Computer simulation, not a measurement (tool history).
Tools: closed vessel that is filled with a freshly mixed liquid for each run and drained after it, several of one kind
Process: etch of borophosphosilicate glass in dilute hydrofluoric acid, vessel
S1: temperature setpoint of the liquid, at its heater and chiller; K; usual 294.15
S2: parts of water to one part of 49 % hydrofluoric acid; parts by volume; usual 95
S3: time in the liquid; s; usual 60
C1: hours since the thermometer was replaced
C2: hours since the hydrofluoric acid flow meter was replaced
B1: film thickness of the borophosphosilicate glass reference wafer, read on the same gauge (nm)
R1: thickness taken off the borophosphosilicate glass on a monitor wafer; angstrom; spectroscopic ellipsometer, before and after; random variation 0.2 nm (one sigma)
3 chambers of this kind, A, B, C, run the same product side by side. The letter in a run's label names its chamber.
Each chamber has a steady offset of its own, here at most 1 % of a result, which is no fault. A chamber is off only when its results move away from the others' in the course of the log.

run	hour	S1	S2	S3	C1	C2	B1	R1
1A	5	294.15	95	60	158.4	47.9	129.99	395.51
2C	10.6	294.15	95	60	429.3	665	130.01	393.49
3B	15.4	294.15	95	60	73.5	1413.4	130.01	399.81
4A	21.2	294.15	95	60	174.6	64.1	130	394.35
5B	27.1	294.15	95	45	85.2	1425.1	130.01	296.79
6C	30.9	294.15	95	45	449.6	685.3	130	299.23
7B	33.9	294.15	95	45	92	1431.9	129.99	296.56
8A	36.7	294.15	95	60	190.1	79.6	129.97	395.57
9C	41.8	294.15	95	60	460.5	696.2	130	397.33
10C	47.5	294.15	95	60	466.2	701.9	130.01	395.16
11B	51.2	294.15	95	60	109.3	1449.2	130	395.62
12A	54.1	294.15	95	60	207.5	97	129.99	389.97
13B	60	294.15	95	80	118.1	1458	130.02	526.22
14C	62.9	294.15	95	80	481.6	717.3	129.99	531.59
15A	67.2	294.15	95	80	220.6	110.1	130.01	526.31
16A	71.1	294.15	95	60	224.5	114	130	394.81
17B	75.2	294.15	95	60	133.3	1473.2	130	395.26
18C	79.7	294.15	95	60	498.4	734.1	129.99	395.56
19C	85.1	294.15	95	60	503.8	739.5	130	397.46
20A	88.8	294.15	95	60	242.2	131.7	130.01	394.72
21B	93.5	294.15	95	60	151.6	1491.5	130.02	399.38
22B	98.3	294.15	95	60	156.4	1496.3	130	396.32
23C	103.6	294.15	95	60	522.3	758	130.02	394.03
24A	109	294.15	95	60	262.4	151.9	130.01	394.3
25B	112.5	294.15	95	60	170.6	1510.5	130.01	394.51
26A	117	294.15	95	45	270.4	159.9	129.98	295.72
27C	120	294.15	95	45	538.7	774.4	130	296.8
28B	124.9	294.15	95	45	183	1522.9	130	297.29
29A	129.9	294.15	95	60	283.3	172.8	130	393.88
30C	134.6	294.15	95	60	553.3	789	130.01	396.15
31B	137.9	294.15	95	60	196	1535.9	130.01	396.26

Next, every chamber runs the same settings. What will each give?
32A	142.3	294.15	95	60				?
32B	142.3	294.15	95	60				?
32C	142.3	294.15	95	60				?

run	R1
32A	394.42
32B	395.16
32C	396.77
